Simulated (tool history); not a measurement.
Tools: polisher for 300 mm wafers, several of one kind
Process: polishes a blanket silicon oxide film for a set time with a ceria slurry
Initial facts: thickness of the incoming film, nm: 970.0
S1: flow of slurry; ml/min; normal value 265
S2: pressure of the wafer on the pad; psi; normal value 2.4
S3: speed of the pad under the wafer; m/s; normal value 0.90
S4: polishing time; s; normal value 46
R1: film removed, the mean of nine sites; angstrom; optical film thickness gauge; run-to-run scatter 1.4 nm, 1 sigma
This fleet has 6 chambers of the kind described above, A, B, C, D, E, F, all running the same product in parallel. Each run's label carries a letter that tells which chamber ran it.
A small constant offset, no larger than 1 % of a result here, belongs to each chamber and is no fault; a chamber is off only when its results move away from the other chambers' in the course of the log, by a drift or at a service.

run	hour	S1	S2	S3	S4	R1
1B	3.8	265	2.4	0.90	46	1187.40
# hour 6.3: chamber E: worn pad replaced by a new one
2D	8.5	265	2.4	0.90	46	1204.60
3E	12.7	265	2.4	0.90	46	1179.10
# hour 14.5: chamber C: worn pad replaced by a new one
4F	18.8	265	2.4	0.90	46	1170.50
5C	25.0	265	2.4	0.90	46	1198.90
6A	31.5	265	2.4	0.90	46	1215.70
# hour 37.7: chamber A: worn pad replaced by a new one
7D	38.0	265	1.6	1.20	46	1082.40
# hour 42.1: chamber D: worn pad replaced by a new one
8B	45.6	265	1.6	1.20	46	1045.90
# hour 50.0: chamber F: slurry nozzle cleaned
9C	51.5	265	1.6	1.20	46	1074.60
10F	55.3	265	1.6	1.20	46	1049.60
# hour 56.0: chamber B: worn pad replaced by a new one
11A	59.9	265	1.6	1.20	46	1050.60
12E	63.6	265	1.6	1.20	46	1066.40
# hour 63.9: chamber F: worn pad replaced by a new one
13E	68.6	265	2.4	0.90	46	1190.30
# hour 69.8: chamber E: worn pad replaced by a new one
14B	75.9	265	2.4	0.74	46	970.40
# hour 78.6: chamber C: worn pad replaced by a new one
15F	80.7	265	2.4	0.74	46	972.37
16D	86.8	265	2.4	0.74	46	993.14
17C	94.7	265	2.4	0.74	46	981.13
# hour 96.4: chamber A: worn pad replaced by a new one
18A	101.9	265	2.4	0.74	46	979.87
# hour 107.1: chamber C: slurry nozzle cleaned
19A	108.6	265	2.4	0.74	46	994.81
20C	115.0	265	2.4	0.90	46	1177.40
# hour 115.7: chamber E: slurry nozzle cleaned
21B	118.8	265	2.4	0.90	46	1151.50
# hour 119.8: chamber B: slurry nozzle cleaned
22F	124.7	265	2.4	0.90	46	1193.90
# hour 125.7: chamber F: worn pad replaced by a new one
# hour 127.8: chamber B: worn pad replaced by a new one
23E	131.4	265	2.4	0.78	46	1033.40
# hour 132.1: chamber E: worn pad replaced by a new one
# hour 132.4: chamber D: worn pad replaced by a new one
24D	136.4	265	2.4	0.78	46	1016.00
# hour 139.4: chamber C: worn pad replaced by a new one
25A	140.2	265	2.4	0.78	46	1019.90
26D	145.0	265	2.4	0.78	46	1014.20
# hour 149.9: chamber A: worn pad replaced by a new one
27E	150.0	265	2.4	0.78	46	1041.20
# hour 154.7: chamber A: slurry nozzle cleaned
28C	154.7	265	2.4	0.78	46	995.74
29F	161.5	265	2.4	0.90	46	1196.40
30B	168.7	265	2.4	0.74	46	918.63
31F	176.9	265	2.4	0.74	46	963.82
32A	183.4	265	2.4	0.74	46	982.70
# hour 185.9: chamber B: worn pad replaced by a new one
33D	191.2	265	2.4	0.74	46	971.04
# hour 195.0: chamber F: worn pad replaced by a new one
34C	195.3	265	2.4	0.74	46	971.75
# hour 197.7: chamber C: worn pad replaced by a new one
# hour 197.9: chamber E: worn pad replaced by a new one
35E	203.4	265	2.4	0.74	46	964.67
# hour 207.5: chamber A: worn pad replaced by a new one
36B	208.7	265	2.4	0.90	46	1071.10
# hour 212.1: chamber D: worn pad replaced by a new one
37D	214.1	225	2.4	0.60	46	756.63
38C	221.2	225	2.4	0.60	46	770.20
39A	227.4	225	2.4	0.60	46	798.52
40E	232.5	225	2.4	0.60	46	778.51
41B	237.9	225	2.4	0.60	46	699.40
42F	241.9	225	2.4	0.60	46	777.89
43D	245.4	265	2.4	0.90	46	1175.40
44C	249.9	265	2.4	0.90	46	1182.60

Has any chamber moved away from the others, gradually or after a service, or does the common gauge drift, or do the chambers differ only by their own small steady offsets? State the chamber and the most likely cause if one applies.

Chamber B drifts away from the others.
Most likely cause: head's pressure below its setpoint, % = 11.6.

Which of the 4 candidates below, each the usual settings with something changed and its results left as question marks, puts chamber B back in line with what the other chambers give on the usual settings?
In-line tolerance around the mean of the other chambers on the usual settings: R1 48.00 angstrom
45B-1	255.8	265	2.3	0.86	44	?
45B-2	255.8	265	2.2	0.84	43	?
45B-3	255.8	265	2.5	0.94	48	?
45B-4	255.8	265	2.6	0.98	50	?

Mean of the other chambers on the usual settings: R1 1189.80 angstrom
run	R1
45B-1	917.93
45B-2	838.57
45B-3	1188.00
45B-4	1340.90
45B-3 puts the chamber back in line with the other chambers.
